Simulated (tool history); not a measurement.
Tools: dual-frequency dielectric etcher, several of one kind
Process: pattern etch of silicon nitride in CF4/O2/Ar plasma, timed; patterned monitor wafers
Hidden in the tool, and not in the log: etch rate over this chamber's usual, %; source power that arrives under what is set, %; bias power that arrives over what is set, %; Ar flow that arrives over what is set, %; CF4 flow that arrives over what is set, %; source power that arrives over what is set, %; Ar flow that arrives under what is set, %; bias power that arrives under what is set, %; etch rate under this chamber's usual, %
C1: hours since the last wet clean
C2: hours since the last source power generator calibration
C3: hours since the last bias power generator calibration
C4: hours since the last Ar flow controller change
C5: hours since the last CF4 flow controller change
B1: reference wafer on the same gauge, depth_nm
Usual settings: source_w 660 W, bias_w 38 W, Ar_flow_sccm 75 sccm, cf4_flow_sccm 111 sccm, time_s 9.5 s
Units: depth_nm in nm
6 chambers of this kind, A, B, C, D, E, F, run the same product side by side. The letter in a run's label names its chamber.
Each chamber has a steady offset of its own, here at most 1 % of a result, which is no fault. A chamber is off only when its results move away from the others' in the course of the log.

Run 1B, hour 15.3: usual settings; C1 96; C2 327.4; C3 997.4; C4 1079.3; C5 141.1; B1 21.998. Result: depth_nm 21.994 nm.
At hour 28.4: chamber E: wet clean of the chamber.
Run 2A, hour 29.6: usual settings; C1 341.7; C2 197.8; C3 1349; C4 1786.5; C5 1339.7; B1 21.982. Result: depth_nm 22.016 nm.
Run 3E, hour 37.1: usual settings; C1 8.8; C2 611; C3 468.7; C4 201.2; C5 3410.4; B1 21.993. Result: depth_nm 22.009 nm.
Run 4C, hour 44.7: usual settings; C1 117.7; C2 1559.8; C3 1932.4; C4 4866.4; C5 809; B1 22.005. Result: depth_nm 21.981 nm.
Run 5F, hour 58.2: usual settings; C1 412; C2 1528.7; C3 2741.8; C4 2933.8; C5 281.1; B1 21.996. Result: depth_nm 21.939 nm.
Run 6D, hour 66.1: usual settings but cf4_flow_sccm 85 sccm; C1 256.6; C2 1242.1; C3 2276.1; C4 2541.4; C5 419; B1 21.995. Result: depth_nm 21.319 nm.
Run 7B, hour 78.8: usual settings but cf4_flow_sccm 85 sccm; C1 159.5; C2 390.9; C3 1060.9; C4 1142.8; C5 204.6; B1 22.008. Result: depth_nm 21.246 nm.
At hour 83.4: chamber C: bias power generator calibrated.
Run 8D, hour 86.8: usual settings but cf4_flow_sccm 85 sccm; C1 277.3; C2 1262.8; C3 2296.8; C4 2562.1; C5 439.7; B1 22.003. Result: depth_nm 21.206 nm.
Run 9C, hour 98.8: usual settings but cf4_flow_sccm 85 sccm; C1 171.8; C2 1613.9; C3 15.4; C4 4920.5; C5 863.1; B1 22.006. Result: depth_nm 21.365 nm.
Run 10A, hour 107: usual settings but cf4_flow_sccm 85 sccm; C1 419.1; C2 275.2; C3 1426.4; C4 1863.9; C5 1417.1; B1 21.994. Result: depth_nm 21.163 nm.
Run 11E, hour 117.6: usual settings but cf4_flow_sccm 85 sccm; C1 89.3; C2 691.5; C3 549.2; C4 281.7; C5 3490.9; B1 22.01. Result: depth_nm 21.245 nm.
Run 12F, hour 129.4: usual settings; C1 483.2; C2 1599.9; C3 2813; C4 3005; C5 352.3; B1 21.997. Result: depth_nm 22.019 nm.
Run 13F, hour 142: usual settings; C1 495.8; C2 1612.5; C3 2825.6; C4 3017.6; C5 364.9; B1 22.002. Result: depth_nm 22.091 nm.
Run 14C, hour 150.4: usual settings; C1 223.4; C2 1665.5; C3 67; C4 4972.1; C5 914.7; B1 22.004. Result: depth_nm 22.115 nm.
Run 15E, hour 160.3: usual settings; C1 132; C2 734.2; C3 591.9; C4 324.4; C5 3533.6; B1 21.994. Result: depth_nm 22.051 nm.
At hour 166.7: chamber A: Ar flow controller replaced.
Run 16B, hour 172.3: usual settings but Ar_flow_sccm 88 sccm, time_s 12 s; C1 253; C2 484.4; C3 1154.4; C4 1236.3; C5 298.1; B1 21.988. Result: depth_nm 27.213 nm.
At hour 172.7: chamber A: wet clean of the chamber.
Run 17D, hour 179.4: usual settings but Ar_flow_sccm 88 sccm, time_s 12 s; C1 369.9; C2 1355.4; C3 2389.4; C4 2654.7; C5 532.3; B1 22.012. Result: depth_nm 27.185 nm.
Run 18A, hour 191.1: usual settings but Ar_flow_sccm 88 sccm, time_s 12 s; C1 18.4; C2 359.3; C3 1510.5; C4 24.5; C5 1501.2; B1 21.998. Result: depth_nm 27.353 nm.
Run 19E, hour 204.6: usual settings but Ar_flow_sccm 88 sccm, time_s 12 s; C1 176.3; C2 778.5; C3 636.2; C4 368.7; C5 3577.9; B1 21.994. Result: depth_nm 27.283 nm.
At hour 206.3: chamber D: Ar flow controller replaced.
Run 20B, hour 216.7: usual settings but Ar_flow_sccm 88 sccm, time_s 12 s; C1 297.4; C2 528.8; C3 1198.8; C4 1280.7; C5 342.5; B1 21.994. Result: depth_nm 27.368 nm.
Run 21D, hour 226.8: usual settings but Ar_flow_sccm 88 sccm, time_s 12 s; C1 417.3; C2 1402.8; C3 2436.8; C4 20.6; C5 579.7; B1 22. Result: depth_nm 27.279 nm.
Run 22F, hour 234.7: usual settings; C1 588.5; C2 1705.2; C3 2918.3; C4 3110.3; C5 457.6; B1 21.984. Result: depth_nm 21.886 nm.
Run 23C, hour 246.3: usual settings; C1 319.3; C2 1761.4; C3 162.9; C4 5068; C5 1010.6; B1 21.995. Result: depth_nm 22.132 nm.
At hour 252.3: chamber F: wet clean of the chamber.
Run 24A, hour 255.7: usual settings; C1 83; C2 423.9; C3 1575.1; C4 89.1; C5 1565.8; B1 22.008. Result: depth_nm 21.941 nm.
Run 25F, hour 262.6: usual settings but Ar_flow_sccm 66 sccm, time_s 8 s; C1 10.3; C2 1733.1; C3 2946.2; C4 3138.2; C5 485.5; B1 21.997. Result: depth_nm 18.779 nm.
Run 26C, hour 273.7: usual settings but Ar_flow_sccm 66 sccm, time_s 8 s; C1 346.7; C2 1788.8; C3 190.3; C4 5095.4; C5 1038; B1 21.993. Result: depth_nm 18.873 nm.
Run 27E, hour 287.3: usual settings but Ar_flow_sccm 66 sccm, time_s 8 s; C1 259; C2 861.2; C3 718.9; C4 451.4; C5 3660.6; B1 21.995. Result: depth_nm 18.892 nm.
Run 28A, hour 296: usual settings but Ar_flow_sccm 66 sccm, time_s 8 s; C1 123.3; C2 464.2; C3 1615.4; C4 129.4; C5 1606.1; B1 22.003. Result: depth_nm 18.756 nm.
Run 29B, hour 304.3: usual settings but Ar_flow_sccm 66 sccm, time_s 8 s; C1 385; C2 616.4; C3 1286.4; C4 1368.3; C5 430.1; B1 21.993. Result: depth_nm 18.789 nm.
Run 30D, hour 311.4: usual settings but Ar_flow_sccm 66 sccm, time_s 8 s; C1 501.9; C2 1487.4; C3 2521.4; C4 105.2; C5 664.3; B1 22.009. Result: depth_nm 18.77 nm.
Run 31E, hour 321.1: usual settings; C1 292.8; C2 895; C3 752.7; C4 485.2; C5 3694.4; B1 22.009. Result: depth_nm 21.903 nm.
Run 32D, hour 331.2: usual settings; C1 521.7; C2 1507.2; C3 2541.2; C4 125; C5 684.1; B1 21.998. Result: depth_nm 21.952 nm.
Run 33A, hour 338.4: usual settings; C1 165.7; C2 506.6; C3 1657.8; C4 171.8; C5 1648.5; B1 22.011. Result: depth_nm 21.884 nm.
At hour 343: chamber D: wet clean of the chamber.
Run 34C, hour 350: usual settings but bias_w 44 W, Ar_flow_sccm 60 sccm; C1 423; C2 1865.1; C3 266.6; C4 5171.7; C5 1114.3; B1 22.009. Result: depth_nm 23.665 nm.
At hour 358.5: chamber F: source power generator calibrated.
Run 35B, hour 361.5: usual settings but bias_w 44 W, Ar_flow_sccm 60 sccm; C1 442.2; C2 673.6; C3 1343.6; C4 1425.5; C5 487.3; B1 21.999. Result: depth_nm 23.601 nm.
Run 36F, hour 369.2: usual settings but bias_w 44 W, Ar_flow_sccm 60 sccm; C1 116.9; C2 10.7; C3 3052.8; C4 3244.8; C5 592.1; B1 21.993. Result: depth_nm 23.679 nm.
Run 37D, hour 383.6: usual settings but bias_w 44 W, Ar_flow_sccm 60 sccm; C1 40.6; C2 1559.6; C3 2593.6; C4 177.4; C5 736.5; B1 21.991. Result: depth_nm 23.638 nm.

Is one chamber off against the others, does the gauge drift, or is nothing wrong? If a chamber is off, say which, and what the likeliest cause is.

No chamber stands off beyond its own small offset, and the gauge holds steady.

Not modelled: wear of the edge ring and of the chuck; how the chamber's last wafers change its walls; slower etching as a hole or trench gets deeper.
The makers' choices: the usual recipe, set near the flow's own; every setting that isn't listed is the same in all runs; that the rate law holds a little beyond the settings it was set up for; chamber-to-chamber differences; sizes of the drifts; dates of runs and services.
